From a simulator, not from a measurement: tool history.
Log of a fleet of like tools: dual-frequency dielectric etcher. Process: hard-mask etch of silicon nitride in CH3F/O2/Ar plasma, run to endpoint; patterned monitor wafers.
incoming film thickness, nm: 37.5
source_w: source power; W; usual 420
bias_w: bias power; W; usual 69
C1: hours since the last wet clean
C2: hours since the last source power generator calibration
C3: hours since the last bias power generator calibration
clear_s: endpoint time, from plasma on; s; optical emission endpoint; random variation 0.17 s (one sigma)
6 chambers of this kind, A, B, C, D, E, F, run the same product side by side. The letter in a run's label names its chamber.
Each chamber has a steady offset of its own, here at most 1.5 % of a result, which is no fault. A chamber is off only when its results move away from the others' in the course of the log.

{"run": "1F", "hour": 4.1, "source_w": 420, "bias_w": 69, "C1": 413.4, "C2": 54, "C3": 634.1, "clear_s": 53.913}
{"run": "2D", "hour": 11.0, "source_w": 420, "bias_w": 69, "C1": 216.6, "C2": 62.6, "C3": 3737.1, "clear_s": 54.008}
{"run": "3A", "hour": 18.0, "source_w": 420, "bias_w": 69, "C1": 55.8, "C2": 2735.7, "C3": 2427, "clear_s": 54.137}
{"run": "4B", "hour": 25.6, "source_w": 420, "bias_w": 69, "C1": 516.6, "C2": 3489.4, "C3": 2955.9, "clear_s": 54.355}
{"run": "5E", "hour": 30.5, "source_w": 420, "bias_w": 69, "C1": 339.4, "C2": 395.1, "C3": 506.1, "clear_s": 53.317}
{"run": "6C", "hour": 37.1, "source_w": 420, "bias_w": 78, "C1": 266.8, "C2": 174.2, "C3": 539, "clear_s": 51.5}
{"run": "7C", "hour": 40.7, "source_w": 420, "bias_w": 78, "C1": 270.4, "C2": 177.8, "C3": 542.6, "clear_s": 51.573}
{"run": "8F", "hour": 48.4, "source_w": 420, "bias_w": 78, "C1": 457.7, "C2": 98.3, "C3": 678.4, "clear_s": 51.635}
{"run": "9A", "hour": 54.0, "source_w": 420, "bias_w": 78, "C1": 91.8, "C2": 2771.7, "C3": 2463, "clear_s": 51.854}
{"run": "10D", "hour": 59.9, "source_w": 420, "bias_w": 78, "C1": 265.5, "C2": 111.5, "C3": 3786, "clear_s": 51.552}
{"run": "11B", "hour": 64.3, "source_w": 420, "bias_w": 78, "C1": 555.3, "C2": 3528.1, "C3": 2994.6, "clear_s": 51.641}
{"run": "12E", "hour": 68.7, "source_w": 420, "bias_w": 69, "C1": 377.6, "C2": 433.3, "C3": 544.3, "clear_s": 53.384}
{"run": "13E", "hour": 72.5, "source_w": 420, "bias_w": 69, "C1": 381.4, "C2": 437.1, "C3": 548.1, "clear_s": 53.355}
{"hour": 76.7, "done": "chamber B: wet clean of the chamber"}
{"run": "14B", "hour": 80.2, "source_w": 420, "bias_w": 69, "C1": 3.6, "C2": 3544, "C3": 3010.5, "clear_s": 55.494}
{"run": "15F", "hour": 87.3, "source_w": 420, "bias_w": 69, "C1": 496.6, "C2": 137.2, "C3": 717.3, "clear_s": 54.026}
{"run": "16C", "hour": 92.0, "source_w": 420, "bias_w": 69, "C1": 321.7, "C2": 229.1, "C3": 593.9, "clear_s": 53.533}
{"run": "17D", "hour": 95.5, "source_w": 420, "bias_w": 69, "C1": 301.1, "C2": 147.1, "C3": 3821.6, "clear_s": 54.209}
{"run": "18A", "hour": 100.6, "source_w": 420, "bias_w": 69, "C1": 138.4, "C2": 2818.3, "C3": 2509.6, "clear_s": 54.311}
{"hour": 101.0, "done": "chamber B: source power generator calibrated"}
{"run": "19A", "hour": 105.5, "source_w": 420, "bias_w": 69, "C1": 143.3, "C2": 2823.2, "C3": 2514.5, "clear_s": 54.369}
{"run": "20E", "hour": 110.1, "source_w": 420, "bias_w": 69, "C1": 419, "C2": 474.7, "C3": 585.7, "clear_s": 53.585}
{"run": "21C", "hour": 116.6, "source_w": 420, "bias_w": 69, "C1": 346.3, "C2": 253.7, "C3": 618.5, "clear_s": 54.079}
{"run": "22D", "hour": 122.5, "source_w": 420, "bias_w": 69, "C1": 328.1, "C2": 174.1, "C3": 3848.6, "clear_s": 54.349}
{"run": "23B", "hour": 129.8, "source_w": 420, "bias_w": 69, "C1": 53.2, "C2": 28.9, "C3": 3060.1, "clear_s": 55.218}
{"run": "24F", "hour": 133.4, "source_w": 420, "bias_w": 69, "C1": 542.7, "C2": 183.3, "C3": 763.4, "clear_s": 53.68}
{"run": "25C", "hour": 138.7, "source_w": 420, "bias_w": 69, "C1": 368.4, "C2": 275.8, "C3": 640.6, "clear_s": 53.709}
{"run": "26E", "hour": 142.3, "source_w": 420, "bias_w": 69, "C1": 451.2, "C2": 506.9, "C3": 617.9, "clear_s": 53.224}
{"run": "27F", "hour": 147.2, "source_w": 490, "bias_w": 60, "C1": 556.5, "C2": 197.1, "C3": 777.2, "clear_s": 53.334}
{"run": "28A", "hour": 152.6, "source_w": 490, "bias_w": 60, "C1": 190.4, "C2": 2870.3, "C3": 2561.6, "clear_s": 53.604}
{"run": "29D", "hour": 159.4, "source_w": 490, "bias_w": 60, "C1": 365, "C2": 211, "C3": 3885.5, "clear_s": 53.505}
{"run": "30B", "hour": 164.6, "source_w": 490, "bias_w": 60, "C1": 88, "C2": 63.7, "C3": 3094.9, "clear_s": 55.215}
{"run": "31F", "hour": 168.4, "source_w": 490, "bias_w": 60, "C1": 577.7, "C2": 218.3, "C3": 798.4, "clear_s": 53.265}
{"run": "32E", "hour": 172.1, "source_w": 490, "bias_w": 60, "C1": 481, "C2": 536.7, "C3": 647.7, "clear_s": 52.812}
{"run": "33C", "hour": 179.3, "source_w": 420, "bias_w": 69, "C1": 409, "C2": 316.4, "C3": 681.2, "clear_s": 54.124}
{"run": "34A", "hour": 185.0, "source_w": 420, "bias_w": 69, "C1": 222.8, "C2": 2902.7, "C3": 2594, "clear_s": 54.042}
{"run": "35B", "hour": 188.8, "source_w": 420, "bias_w": 69, "C1": 112.2, "C2": 87.9, "C3": 3119.1, "clear_s": 55.764}
{"run": "36D", "hour": 195.3, "source_w": 420, "bias_w": 69, "C1": 400.9, "C2": 246.9, "C3": 3921.4, "clear_s": 54.319}
{"run": "37F", "hour": 201.2, "source_w": 420, "bias_w": 69, "C1": 610.5, "C2": 251.1, "C3": 831.2, "clear_s": 54.259}
{"run": "38A", "hour": 209.0, "source_w": 420, "bias_w": 69, "C1": 246.8, "C2": 2926.7, "C3": 2618, "clear_s": 54.631}
{"run": "39C", "hour": 214.4, "source_w": 390, "bias_w": 63, "C1": 444.1, "C2": 351.5, "C3": 716.3, "clear_s": 56.847}
{"run": "40D", "hour": 221.0, "source_w": 390, "bias_w": 63, "C1": 426.6, "C2": 272.6, "C3": 3947.1, "clear_s": 57.406}
{"run": "41B", "hour": 225.1, "source_w": 390, "bias_w": 63, "C1": 148.5, "C2": 124.2, "C3": 3155.4, "clear_s": 59.259}
{"run": "42E", "hour": 231.0, "source_w": 390, "bias_w": 63, "C1": 539.9, "C2": 595.6, "C3": 706.6, "clear_s": 56.569}
{"run": "43B", "hour": 236.8, "source_w": 390, "bias_w": 63, "C1": 160.2, "C2": 135.9, "C3": 3167.1, "clear_s": 59.13}
{"run": "44F", "hour": 241.5, "source_w": 390, "bias_w": 63, "C1": 650.8, "C2": 291.4, "C3": 871.5, "clear_s": 57.298}

Is one chamber off against the others, does the gauge drift, or is nothing wrong? If a chamber is off, say which, and what the likeliest cause is.

A service left chamber B off against the others.
Cause: etch rate under this chamber's usual, % = 3.11.

Here are 4 candidates for chamber B's next run, each the usual settings with a change, their results left as question marks. Which one brings its results back in line with what the others give on the usual settings?
In line means no further than this from the other chambers' mean on the usual settings: clear_s 0.58 s
{"run": "45B-1", "hour": 247.1, "source_w": 400, "bias_w": 66, "clear_s": "?"}
{"run": "45B-2", "hour": 247.1, "source_w": 490, "bias_w": 69, "clear_s": "?"}
{"run": "45B-3", "hour": 247.1, "source_w": 420, "bias_w": 75, "clear_s": "?"}
{"run": "45B-4", "hour": 247.1, "source_w": 420, "bias_w": 57, "clear_s": "?"}

The other chambers' mean on the usual settings: clear_s 53.929 s
run=45B-1 clear_s=57.56
run=45B-2 clear_s=52.482
run=45B-3 clear_s=54.063
run=45B-4 clear_s=59.344
45B-3 brings the chamber back in line.

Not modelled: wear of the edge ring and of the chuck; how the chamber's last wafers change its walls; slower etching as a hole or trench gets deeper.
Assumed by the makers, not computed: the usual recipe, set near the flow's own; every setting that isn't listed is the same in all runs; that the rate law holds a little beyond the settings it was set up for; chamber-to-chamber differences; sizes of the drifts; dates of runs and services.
